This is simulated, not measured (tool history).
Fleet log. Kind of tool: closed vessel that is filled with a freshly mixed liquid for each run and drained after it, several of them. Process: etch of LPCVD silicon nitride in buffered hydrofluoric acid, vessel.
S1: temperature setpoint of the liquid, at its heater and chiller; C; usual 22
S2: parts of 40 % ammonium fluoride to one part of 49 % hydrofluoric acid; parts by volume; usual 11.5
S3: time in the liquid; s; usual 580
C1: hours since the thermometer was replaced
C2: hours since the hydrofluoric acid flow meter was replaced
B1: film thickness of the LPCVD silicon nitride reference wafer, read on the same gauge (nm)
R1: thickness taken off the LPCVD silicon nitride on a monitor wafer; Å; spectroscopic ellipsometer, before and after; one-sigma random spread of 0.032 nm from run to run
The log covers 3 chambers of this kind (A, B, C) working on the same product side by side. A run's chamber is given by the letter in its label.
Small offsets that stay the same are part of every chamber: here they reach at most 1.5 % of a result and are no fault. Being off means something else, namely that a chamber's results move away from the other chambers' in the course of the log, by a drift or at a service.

Run 1B, hour 9.2: usual settings; C1 967.6; C2 263.4; B1 129.97. Result: R1 66.457 Å.
Run 2A, hour 19: usual settings; C1 673.8; C2 781.5; B1 130.01. Result: R1 66.437 Å.
Run 3C, hour 28.4: usual settings; C1 849.2; C2 118.8; B1 129.99. Result: R1 66.684 Å.
Run 4B, hour 37.1: usual settings; C1 995.5; C2 291.3; B1 129.99. Result: R1 67.468 Å.
Run 5A, hour 44.5: usual settings; C1 699.3; C2 807; B1 129.94. Result: R1 65.685 Å.
Run 6C, hour 55.5: usual settings; C1 876.3; C2 145.9; B1 130.03. Result: R1 66.741 Å.
Run 7A, hour 65.9: usual settings; C1 720.7; C2 828.4; B1 130.02. Result: R1 65.747 Å.
Run 8C, hour 77.8: usual settings; C1 898.6; C2 168.2; B1 129.99. Result: R1 66.023 Å.
Run 9B, hour 89.7: usual settings; C1 1048.1; C2 343.9; B1 129.99. Result: R1 67.221 Å.
Run 10B, hour 97.6: usual settings but S2 7 parts by volume; C1 1056; C2 351.8; B1 130.02. Result: R1 108.88 Å.
Run 11A, hour 105.8: usual settings but S2 7 parts by volume; C1 760.6; C2 868.3; B1 130.04. Result: R1 106.1 Å.
Run 12C, hour 116.6: usual settings but S2 7 parts by volume; C1 937.4; C2 207; B1 129.96. Result: R1 108.37 Å.
Run 13B, hour 126.5: usual settings; C1 1084.9; C2 380.7; B1 129.99. Result: R1 66.848 Å.
Run 14C, hour 134: usual settings; C1 954.8; C2 224.4; B1 129.99. Result: R1 66.315 Å.
Run 15A, hour 144.9: usual settings; C1 799.7; C2 907.4; B1 129.97. Result: R1 66.115 Å.
Run 16B, hour 153.1: usual settings; C1 1111.5; C2 407.3; B1 130.03. Result: R1 66.996 Å.
Run 17A, hour 162.1: usual settings but S1 20.5 C, S3 740 s; C1 816.9; C2 924.6; B1 129.99. Result: R1 77.288 Å.
Run 18C, hour 174.4: usual settings but S1 20.5 C, S3 740 s; C1 995.2; C2 264.8; B1 129.99. Result: R1 80.526 Å.
Run 19C, hour 181.6: usual settings but S1 20.5 C, S3 740 s; C1 1002.4; C2 272; B1 130. Result: R1 79.55 Å.
Run 20B, hour 190.6: usual settings; C1 1149; C2 444.8; B1 130.02. Result: R1 66.636 Å.
Run 21A, hour 197.3: usual settings; C1 852.1; C2 959.8; B1 130. Result: R1 66.278 Å.
Run 22B, hour 202.8: usual settings; C1 1161.2; C2 457; B1 130. Result: R1 67.087 Å.
Run 23A, hour 208.6: usual settings but S3 330 s; C1 863.4; C2 971.1; B1 129.98. Result: R1 37.676 Å.
Run 24C, hour 214.7: usual settings but S3 330 s; C1 1035.5; C2 305.1; B1 129.99. Result: R1 38.667 Å.
Run 25B, hour 223.2: usual settings but S3 330 s; C1 1181.6; C2 477.4; B1 129.96. Result: R1 38.437 Å.
Run 26C, hour 232.3: usual settings; C1 1053.1; C2 322.7; B1 130.02. Result: R1 68.745 Å.
Run 27A, hour 239.4: usual settings but S1 24 C; C1 894.2; C2 1001.9; B1 129.97. Result: R1 73.811 Å.
Run 28B, hour 251.6: usual settings but S1 24 C; C1 1210; C2 505.8; B1 130.05. Result: R1 74.754 Å.
Run 29A, hour 259.9: usual settings but S1 24 C; C1 914.7; C2 1022.4; B1 130.08. Result: R1 73.95 Å.
Run 30C, hour 267: usual settings; C1 1087.8; C2 357.4; B1 129.94. Result: R1 68.949 Å.
Run 31A, hour 273.3: usual settings; C1 928.1; C2 1035.8; B1 129.92. Result: R1 66.142 Å.
Run 32B, hour 283.7: usual settings but S2 15.5 parts by volume, S3 305 s; C1 1242.1; C2 537.9; B1 129.98. Result: R1 26.134 Å.
Run 33C, hour 295.6: usual settings but S2 15.5 parts by volume, S3 305 s; C1 1116.4; C2 386; B1 129.98. Result: R1 27.266 Å.
Run 34B, hour 301.1: usual settings but S2 15.5 parts by volume, S3 305 s; C1 1259.5; C2 555.3; B1 130. Result: R1 26.332 Å.
Run 35C, hour 312: usual settings; C1 1132.8; C2 402.4; B1 130.02. Result: R1 69.93 Å.
At hour 315.5: chamber A: thermometer replaced.
Run 36A, hour 324.2: usual settings; C1 8.7; C2 1086.7; B1 130. Result: R1 66.466 Å.
Run 37A, hour 333.9: usual settings; C1 18.4; C2 1096.4; B1 130.01. Result: R1 66.727 Å.
Run 38B, hour 342.6: usual settings; C1 1301; C2 596.8; B1 130. Result: R1 66.833 Å.
Run 39C, hour 354.8: usual settings; C1 1175.6; C2 445.2; B1 129.98. Result: R1 70.506 Å.

Read the log: is a single chamber off, either drifting away or since a service, is the gauge that measures every chamber drifting, or is nothing wrong beyond small per-chamber offsets? Name any odd chamber and what most likely caused it.

Little by little, chamber C moves away from the other chambers.
Cause: liquid hotter than its thermometer reads (K) = 0.99.
The log may not separate it from: hydrofluoric acid flow above the setpoint (%).

Below are 4 candidate recipes for chamber C's next run, each the usual settings with a change, their results shown as question marks. Which of them brings C's results back in line with what the other chambers give on the usual settings?
Maximum distance from the other chambers' mean on the usual settings for a result to count as in line: R1 1.1 Å
Run 40C-1, hour 363.9: usual settings but S3 595 s. Result: R1 ?.
Run 40C-2, hour 363.9: usual settings but S1 21.5 C. Result: R1 ?.
Run 40C-3, hour 363.9: usual settings but S3 610 s. Result: R1 ?.
Run 40C-4, hour 363.9: usual settings but S3 550 s. Result: R1 ?.

Mean of the other chambers on the usual settings: R1 66.574 Å
  run      R1
40C-1  72.226
40C-2  68.533
40C-3  74.047
40C-4  66.764
With 40C-4, the chamber falls back in line with the rest.

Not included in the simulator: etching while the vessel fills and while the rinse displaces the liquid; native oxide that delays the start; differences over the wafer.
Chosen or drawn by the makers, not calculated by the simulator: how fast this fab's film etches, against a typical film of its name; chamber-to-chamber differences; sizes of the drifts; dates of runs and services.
